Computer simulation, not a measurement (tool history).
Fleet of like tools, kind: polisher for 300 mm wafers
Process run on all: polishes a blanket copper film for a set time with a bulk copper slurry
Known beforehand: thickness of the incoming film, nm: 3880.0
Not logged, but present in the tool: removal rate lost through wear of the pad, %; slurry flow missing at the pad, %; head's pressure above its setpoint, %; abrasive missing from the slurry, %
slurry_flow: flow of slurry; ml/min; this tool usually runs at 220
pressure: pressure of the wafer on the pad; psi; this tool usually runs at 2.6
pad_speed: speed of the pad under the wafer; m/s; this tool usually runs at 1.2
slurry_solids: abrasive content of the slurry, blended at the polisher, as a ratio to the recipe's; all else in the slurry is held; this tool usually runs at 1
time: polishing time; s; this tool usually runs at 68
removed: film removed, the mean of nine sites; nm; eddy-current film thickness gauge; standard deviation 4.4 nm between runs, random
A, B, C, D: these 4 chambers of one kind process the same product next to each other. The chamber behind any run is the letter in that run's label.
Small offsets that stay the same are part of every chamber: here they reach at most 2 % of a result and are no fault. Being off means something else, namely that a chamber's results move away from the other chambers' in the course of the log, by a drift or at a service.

| run | hour | slurry_flow | pressure | pad_speed | slurry_solids | time | wafers polished on this pad | hours since the slurry nozzle was cleaned | hours since the head pressure was calibrated | hours since the slurry blender was calibrated | removed |
|---|---|---|---|---|---|---|---|---|---|---|---|
| 1B | 11.1 | 220 | 2.6 | 1.2 | 1 | 68 | 448 | 489.5 | 725.5 | 238.3 | 631.96 |
| 2A | 19.4 | 220 | 2.6 | 1.2 | 1 | 68 | 701 | 93.7 | 119.4 | 151.8 | 637.57 |
|  | 24.3 | chamber D: worn pad replaced by a new one |
| 3C | 25.4 | 220 | 2.6 | 1.2 | 1 | 68 | 325 | 362.2 | 243 | 322.5 | 638.73 |
| 4D | 33.8 | 220 | 2.6 | 1.2 | 1 | 68 | 73 | 404.2 | 201.3 | 255.4 | 640.16 |
| 5A | 41.6 | 220 | 2.6 | 1.2 | 1 | 68 | 872 | 115.9 | 141.6 | 174 | 632.17 |
| 6C | 48.4 | 220 | 2.6 | 1.2 | 1 | 68 | 503 | 385.2 | 266 | 345.5 | 632.46 |
| 7D | 55.2 | 220 | 2.6 | 1.2 | 1 | 68 | 238 | 425.6 | 222.7 | 276.8 | 633.33 |
|  | 58 | chamber B: worn pad replaced by a new one |
| 8B | 62 | 220 | 2.1 | 1.2 | 1 | 61 | 31 | 540.4 | 776.4 | 289.2 | 454.72 |
| 9A | 74.4 | 220 | 2.1 | 1.2 | 1 | 61 | 1125 | 148.7 | 174.4 | 206.8 | 448.33 |
| 10D | 86.2 | 220 | 2.1 | 1.2 | 1 | 61 | 477 | 456.6 | 253.7 | 307.8 | 462.26 |
|  | 86.3 | chamber C: slurry nozzle cleaned |
|  | 90.3 | chamber B: slurry blender recalibrated |
|  | 90.5 | chamber C: worn pad replaced by a new one |
| 11C | 92.5 | 220 | 2.1 | 1.2 | 1 | 61 | 15 | 6.3 | 310.1 | 389.6 | 462.66 |
|  | 94.2 | chamber D: worn pad replaced by a new one |
|  | 99 | chamber A: worn pad replaced by a new one |
| 12B | 99 | 220 | 2.6 | 1.2 | 1 | 68 | 316 | 577.4 | 813.4 | 8.7 | 624.18 |
|  | 107.8 | chamber B: slurry nozzle cleaned |
| 13A | 112.2 | 220 | 2.6 | 1.2 | 1 | 68 | 101 | 186.5 | 212.2 | 244.6 | 611.33 |
| 14D | 118.7 | 220 | 2.6 | 1.52 | 1 | 68 | 189 | 489.1 | 286.2 | 340.3 | 806.44 |
| 15B | 128.7 | 220 | 2.6 | 1.52 | 1 | 68 | 545 | 20.9 | 843.1 | 38.4 | 796.69 |
|  | 129 | chamber D: slurry nozzle cleaned |
| 16C | 135.3 | 220 | 2.6 | 1.52 | 1 | 68 | 345 | 49.1 | 352.9 | 432.4 | 801.59 |
|  | 137.7 | chamber D: slurry blender recalibrated |
|  | 141.7 | chamber A: slurry nozzle cleaned |
| 17C | 147.8 | 220 | 2.6 | 1.52 | 1 | 68 | 442 | 61.6 | 365.4 | 444.9 | 811.98 |
| 18D | 156.5 | 220 | 2.6 | 1.2 | 1 | 68 | 480 | 27.5 | 324 | 18.8 | 635.72 |
|  | 158.5 | chamber D: worn pad replaced by a new one |
| 19B | 165.8 | 220 | 2.6 | 1.2 | 1 | 68 | 831 | 58 | 880.2 | 75.5 | 625.24 |
|  | 169.8 | chamber B: worn pad replaced by a new one |
| 20A | 173 | 220 | 2.6 | 1.2 | 1 | 68 | 570 | 31.3 | 273 | 305.4 | 594.76 |
| 21A | 185.3 | 220 | 2.6 | 1.2 | 1 | 68 | 665 | 43.6 | 285.3 | 317.7 | 598.01 |
| 22D | 196.6 | 220 | 2.6 | 1.2 | 1 | 68 | 294 | 67.6 | 364.1 | 58.9 | 634.14 |
| 23B | 208.7 | 220 | 2.6 | 1.2 | 1 | 68 | 300 | 100.9 | 923.1 | 118.4 | 624.34 |
|  | 218.7 | chamber C: worn pad replaced by a new one |
| 24C | 222.3 | 220 | 2.6 | 1.2 | 1 | 68 | 27 | 136.1 | 439.9 | 519.4 | 631.84 |
| 25A | 234.4 | 220 | 2.6 | 1.2 | 1 | 68 | 1044 | 92.7 | 334.4 | 366.8 | 581.32 |
| 26B | 246.8 | 220 | 2.6 | 1.2 | 1 | 68 | 594 | 139 | 961.2 | 156.5 | 626.57 |

Each of the 4 chambers runs these same settings next. Fill in every chamber's results:
| 27A | 256.7 | 220 | 2.6 | 1.2 | 0.9 | 68 |  |  |  |  | ? |
| 27B | 256.7 | 220 | 2.6 | 1.2 | 0.9 | 68 |  |  |  |  | ? |
| 27C | 256.7 | 220 | 2.6 | 1.2 | 0.9 | 68 |  |  |  |  | ? |
| 27D | 256.7 | 220 | 2.6 | 1.2 | 0.9 | 68 |  |  |  |  | ? |

| run | removed |
|---|---|
| 27A | 566.53 |
| 27B | 611.07 |
| 27C | 619.26 |
| 27D | 624.64 |
